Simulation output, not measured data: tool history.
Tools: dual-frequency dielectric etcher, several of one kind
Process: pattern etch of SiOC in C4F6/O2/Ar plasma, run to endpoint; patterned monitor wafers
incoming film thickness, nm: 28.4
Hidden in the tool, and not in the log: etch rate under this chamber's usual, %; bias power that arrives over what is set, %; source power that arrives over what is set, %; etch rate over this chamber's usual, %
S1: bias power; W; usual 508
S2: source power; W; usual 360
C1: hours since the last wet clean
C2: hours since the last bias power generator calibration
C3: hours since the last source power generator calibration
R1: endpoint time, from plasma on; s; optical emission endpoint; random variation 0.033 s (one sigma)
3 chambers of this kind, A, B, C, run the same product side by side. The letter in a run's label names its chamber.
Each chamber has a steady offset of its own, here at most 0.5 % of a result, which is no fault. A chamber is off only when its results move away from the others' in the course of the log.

{"run": "1A", "hour": 5.4, "S1": 508, "S2": 360, "C1": 573.4, "C2": 719.7, "C3": 414.8, "R1": 9.8686}
{"run": "2B", "hour": 13.7, "S1": 508, "S2": 360, "C1": 25.4, "C2": 149.0, "C3": 615.1, "R1": 9.8631}
{"run": "3C", "hour": 18.5, "S1": 508, "S2": 360, "C1": 316.2, "C2": 2729.4, "C3": 1685.8, "R1": 9.8444}
{"run": "4A", "hour": 25.2, "S1": 508, "S2": 360, "C1": 593.2, "C2": 739.5, "C3": 434.6, "R1": 9.8414}
{"run": "5C", "hour": 31.3, "S1": 508, "S2": 360, "C1": 329.0, "C2": 2742.2, "C3": 1698.6, "R1": 9.8735}
{"run": "6B", "hour": 36.6, "S1": 508, "S2": 360, "C1": 48.3, "C2": 171.9, "C3": 638.0, "R1": 9.8781}
{"run": "7C", "hour": 45.9, "S1": 508, "S2": 360, "C1": 343.6, "C2": 2756.8, "C3": 1713.2, "R1": 9.8794}
{"run": "8A", "hour": 50.6, "S1": 612, "S2": 360, "C1": 618.6, "C2": 764.9, "C3": 460.0, "R1": 9.2523}
{"hour": 57.3, "done": "chamber A: wet clean of the chamber"}
{"run": "9B", "hour": 59.8, "S1": 612, "S2": 360, "C1": 71.5, "C2": 195.1, "C3": 661.2, "R1": 9.1548}
{"run": "10B", "hour": 65.7, "S1": 612, "S2": 360, "C1": 77.4, "C2": 201.0, "C3": 667.1, "R1": 9.189}
{"run": "11A", "hour": 71.6, "S1": 508, "S2": 360, "C1": 14.4, "C2": 785.9, "C3": 481.0, "R1": 10.177}
{"run": "12C", "hour": 75.9, "S1": 508, "S2": 360, "C1": 373.6, "C2": 2786.8, "C3": 1743.2, "R1": 9.8977}
{"run": "13A", "hour": 85.0, "S1": 508, "S2": 360, "C1": 27.8, "C2": 799.3, "C3": 494.4, "R1": 10.16}
{"run": "14B", "hour": 91.0, "S1": 508, "S2": 360, "C1": 102.7, "C2": 226.3, "C3": 692.4, "R1": 9.8848}
{"run": "15C", "hour": 96.8, "S1": 508, "S2": 280, "C1": 394.5, "C2": 2807.7, "C3": 1764.1, "R1": 10.813}
{"run": "16A", "hour": 105.8, "S1": 508, "S2": 280, "C1": 48.6, "C2": 820.1, "C3": 515.2, "R1": 11.239}
{"run": "17B", "hour": 111.9, "S1": 508, "S2": 280, "C1": 123.6, "C2": 247.2, "C3": 713.3, "R1": 10.853}
{"run": "18C", "hour": 120.5, "S1": 508, "S2": 360, "C1": 418.2, "C2": 2831.4, "C3": 1787.8, "R1": 9.9015}
{"run": "19B", "hour": 128.2, "S1": 508, "S2": 360, "C1": 139.9, "C2": 263.5, "C3": 729.6, "R1": 9.8052}
{"run": "20C", "hour": 132.8, "S1": 508, "S2": 360, "C1": 430.5, "C2": 2843.7, "C3": 1800.1, "R1": 9.842}
{"run": "21A", "hour": 138.8, "S1": 508, "S2": 360, "C1": 81.6, "C2": 853.1, "C3": 548.2, "R1": 10.207}

All 3 chambers run these settings next. Forecast each chamber's results:
{"run": "22A", "hour": 145.7, "S1": 604, "S2": 360, "R1": "?"}
{"run": "22B", "hour": 145.7, "S1": 604, "S2": 360, "R1": "?"}
{"run": "22C", "hour": 145.7, "S1": 604, "S2": 360, "R1": "?"}

run=22A R1=9.5642
run=22B R1=9.2905
run=22C R1=9.3018

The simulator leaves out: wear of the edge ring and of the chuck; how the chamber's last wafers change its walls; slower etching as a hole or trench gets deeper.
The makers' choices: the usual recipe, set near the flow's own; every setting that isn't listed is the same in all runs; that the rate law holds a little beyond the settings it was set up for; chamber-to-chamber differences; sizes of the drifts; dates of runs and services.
